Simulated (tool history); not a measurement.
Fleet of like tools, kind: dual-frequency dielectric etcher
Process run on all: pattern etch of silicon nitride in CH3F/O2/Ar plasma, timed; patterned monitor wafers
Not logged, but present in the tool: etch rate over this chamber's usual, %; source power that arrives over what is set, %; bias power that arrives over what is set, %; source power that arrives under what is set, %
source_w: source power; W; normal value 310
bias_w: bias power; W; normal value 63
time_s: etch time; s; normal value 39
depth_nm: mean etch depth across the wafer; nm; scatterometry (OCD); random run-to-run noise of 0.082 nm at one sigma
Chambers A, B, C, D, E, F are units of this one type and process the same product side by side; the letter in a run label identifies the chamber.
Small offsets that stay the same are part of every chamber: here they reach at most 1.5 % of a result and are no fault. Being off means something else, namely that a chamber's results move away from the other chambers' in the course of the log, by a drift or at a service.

run,hour,source_w,bias_w,time_s,hours since the last wet clean,hours since the last source power generator calibration,hours since the last bias power generator calibration,"read-back reference wafer on the same gauge, depth_nm",depth_nm
1C,8.6,310,63,39,178.4,2344,1045.3,20.986,23.567
2E,18.9,310,63,39,156.8,946.4,690.2,21.007,23.287
3D,25.7,310,63,39,440.3,2199.8,1025.4,21.005,23.585
4B,30.2,310,63,39,133.6,4848,1525.1,20.998,23.65
5F,38.9,310,63,39,295.2,3763.7,1746.7,21,23.625
6A,48.4,310,63,39,158.7,390.2,833.1,20.994,23.729
7D,53.3,310,63,39,467.9,2227.4,1053,21.007,23.627
8F,59.4,310,63,39,315.7,3784.2,1767.2,21.008,23.623
9E,64.4,310,63,39,202.3,991.9,735.7,20.99,23.41
10C,70.1,310,63,39,239.9,2405.5,1106.8,20.984,23.582
11A,79.5,280,70,39,189.8,421.3,864.2,20.995,23.562
12B,88.4,280,70,39,191.8,4906.2,1583.3,20.979,23.533
13E,93.8,280,70,39,231.7,1021.3,765.1,20.984,23.378
14F,101.2,280,70,39,357.5,3826,1809,21.016,23.405
15C,107.9,280,70,39,277.7,2443.3,1144.6,21.003,23.606
16A,115.5,280,70,39,225.8,457.3,900.2,20.986,23.742
17D,122.5,310,63,39,537.1,2296.6,1122.2,20.986,23.872
# hour 126.1: chamber B: source power generator calibrated
# hour 126.8: chamber F: wet clean of the chamber
18B,131,310,63,39,234.4,5,1625.9,20.992,23.605
19A,136.1,310,63,39,246.4,477.9,920.8,20.993,23.628
20D,140.6,310,63,39,555.2,2314.7,1140.3,20.982,23.683
# hour 146.3: chamber D: wet clean of the chamber
21F,147.4,310,63,39,20.6,3872.2,1855.2,20.996,23.681
22B,154.1,310,63,39,257.5,28.1,1649,21.01,23.515
23C,161.4,310,63,39,331.2,2496.8,1198.1,21.003,23.609
24E,169.4,310,63,39,307.3,1096.9,840.7,21.009,23.426
25C,174,310,63,39,343.8,2509.4,1210.7,21.007,23.567
26E,184.3,310,63,39,322.2,1111.8,855.6,20.997,23.326
27F,194.3,310,63,39,67.5,3919.1,1902.1,20.996,23.63
28B,200.1,310,63,39,303.5,74.1,1695,21.002,23.692
29A,210.2,340,63,39,320.5,552,994.9,20.998,24.527
30D,217.9,340,63,39,71.6,2392,1217.6,21,24.566
31A,222.9,340,63,39,333.2,564.7,1007.6,20.988,24.354
32D,232.7,340,63,39,86.4,2406.8,1232.4,21.002,24.554
33B,242.2,340,63,39,345.6,116.2,1737.1,20.987,24.483
34C,252.4,340,63,39,422.2,2587.8,1289.1,21.017,24.454
35F,256.9,310,63,39,130.1,3981.7,1964.7,20.989,23.677
36E,262.1,310,63,39,400,1189.6,933.4,20.996,23.28
37C,271.3,310,63,39,441.1,2606.7,1308,21.006,23.64
38F,278,380,63,34,151.2,4002.8,1985.8,21.006,22.171
39B,283.6,380,63,34,387,157.6,1778.5,21.006,22.186
40A,290.8,380,63,34,401.1,632.6,1075.5,20.987,22.333
41E,300.9,380,63,34,438.8,1228.4,972.2,21.017,22.135

Has any chamber moved away from the others, gradually or after a service, or does the common gauge drift, or do the chambers differ only by their own small steady offsets? State the chamber and the most likely cause if one applies.

Beyond each chamber's small constant offset nothing stands out, and the gauge stays steady.

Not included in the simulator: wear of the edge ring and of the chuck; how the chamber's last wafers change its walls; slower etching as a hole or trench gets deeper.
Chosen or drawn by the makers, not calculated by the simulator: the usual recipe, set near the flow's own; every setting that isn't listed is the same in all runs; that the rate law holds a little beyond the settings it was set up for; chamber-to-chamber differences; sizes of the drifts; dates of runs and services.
